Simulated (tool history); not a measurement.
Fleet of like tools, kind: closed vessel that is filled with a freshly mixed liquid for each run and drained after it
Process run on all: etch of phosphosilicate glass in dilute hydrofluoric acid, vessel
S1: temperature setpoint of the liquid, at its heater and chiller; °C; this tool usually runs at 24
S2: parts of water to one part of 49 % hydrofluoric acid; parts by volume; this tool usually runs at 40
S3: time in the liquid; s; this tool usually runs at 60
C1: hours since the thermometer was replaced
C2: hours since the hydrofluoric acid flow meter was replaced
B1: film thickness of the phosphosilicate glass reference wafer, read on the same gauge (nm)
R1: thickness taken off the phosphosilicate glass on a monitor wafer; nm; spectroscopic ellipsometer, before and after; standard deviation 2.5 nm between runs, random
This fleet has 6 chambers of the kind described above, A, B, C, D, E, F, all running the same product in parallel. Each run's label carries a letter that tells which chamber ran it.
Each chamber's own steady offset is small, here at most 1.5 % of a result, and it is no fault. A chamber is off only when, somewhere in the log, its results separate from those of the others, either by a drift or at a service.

run   hour  S1  S2  S3      C1      C2      B1      R1
 1F    7.1  24  40  60  1810.0   552.0  90.034  324.53
      19.1  -- chamber F: hydrofluoric acid flow meter replaced
 2C   20.2  24  40  60   768.5    26.4  89.970  321.45
 3E   26.0  24  40  60  1443.3   366.7  89.986  323.31
 4A   35.9  24  40  60   334.9   293.6  89.983  318.38
 5B   41.8  24  40  60   238.8  1383.2  90.030  323.22
 6D   52.1  24  30  60   310.8   482.6  90.006  432.88
 7A   64.3  24  30  60   363.3   322.0  90.030  439.46
 8B   73.3  24  30  60   270.3  1414.7  89.989  442.77
 9F   83.6  24  30  60  1886.5    64.5  90.004  432.26
10E   94.8  24  30  60  1512.1   435.5  90.022  437.29
11D  107.1  24  30  60   365.8   537.6  89.973  433.71
12C  118.8  24  40  60   867.1   125.0  90.012  326.11
13A  127.7  24  40  60   426.7   385.4  90.032  318.08
14B  135.0  24  40  60   332.0  1476.4  89.975  321.27
15F  143.4  24  40  60  1946.3   124.3  89.999  326.56
16C  152.3  24  40  60   900.6   158.5  90.027  320.48
17E  161.8  24  25  60  1579.1   502.5  89.997  524.75
18D  172.8  24  25  60   431.5   603.3  90.031  509.64
19E  183.9  24  25  60  1601.2   524.6  89.986  524.49
20B  190.7  24  25  60   387.7  1532.1  89.985  534.56
21A  197.9  24  25  60   496.9   455.6  90.004  524.89
     203.1  -- chamber E: thermometer replaced
22C  208.9  24  25  60   957.2   215.1  89.968  527.33
23D  218.7  24  40  60   477.4   649.2  90.011  309.66
24F  225.0  24  40  60  2027.9   205.9  90.013  320.62
25B  231.0  24  40  60   428.0  1572.4  89.987  319.73
26C  240.0  24  40  60   988.3   246.2  89.994  328.48
27F  247.3  24  40  60  2050.2   228.2  90.016  323.23
28D  257.1  24  40  60   515.8   687.6  90.031  306.38
29E  267.7  24  40  60    64.7   608.4  89.959  317.98
30A  274.0  24  40  60   573.0   531.7  90.033  321.99
31C  286.6  24  40  60  1034.9   292.8  89.995  317.76
32D  296.9  24  40  60   555.6   727.4  89.980  305.68
     307.9  -- chamber A: thermometer replaced
33B  308.5  24  40  60   505.5  1649.9  89.999  321.54
34A  316.2  24  40  60     8.3   573.9  89.987  320.85
35E  326.1  24  40  60   123.1   666.8  89.990  320.86
36F  336.3  24  40  60  2139.2   317.2  89.935  321.02
37F  344.6  24  50  60  2147.5   325.5  89.981  257.32
38E  352.4  24  50  60   149.4   693.1  90.019  253.74
39B  361.9  24  50  60   558.9  1703.3  90.015  252.90
40A  368.3  24  50  60    60.4   626.0  90.002  254.01

What goes on in this fleet: one chamber off, a drifting gauge, or nothing beyond the chambers' own small offsets? Name the chamber and the cause, if any.

Little by little, chamber D moves away from the other chambers.
What lies behind it: hydrofluoric acid flow below the setpoint (%) = 6.99.
Not necessarily distinguishable in this log from: liquid colder than its thermometer reads (K).

Here are 4 candidates for chamber D's next run, each the usual settings with a change, their results left as question marks. Which one brings its results back in line with what the others give on the usual settings?
In line means no further than this from the other chambers' mean on the usual settings: R1 8.90 nm
41D-1  377.7  24  40  65               ?
41D-2  377.7  24  40  55               ?
41D-3  377.7  24  45  60               ?
41D-4  377.7  27  40  60               ?

Mean of the other chambers on the usual settings: R1 322.07 nm
  run      R1
41D-1  321.12
41D-2  271.71
41D-3  261.52
41D-4  335.68
The right change is 41D-1: it brings the chamber back within the allowed miss of the others.
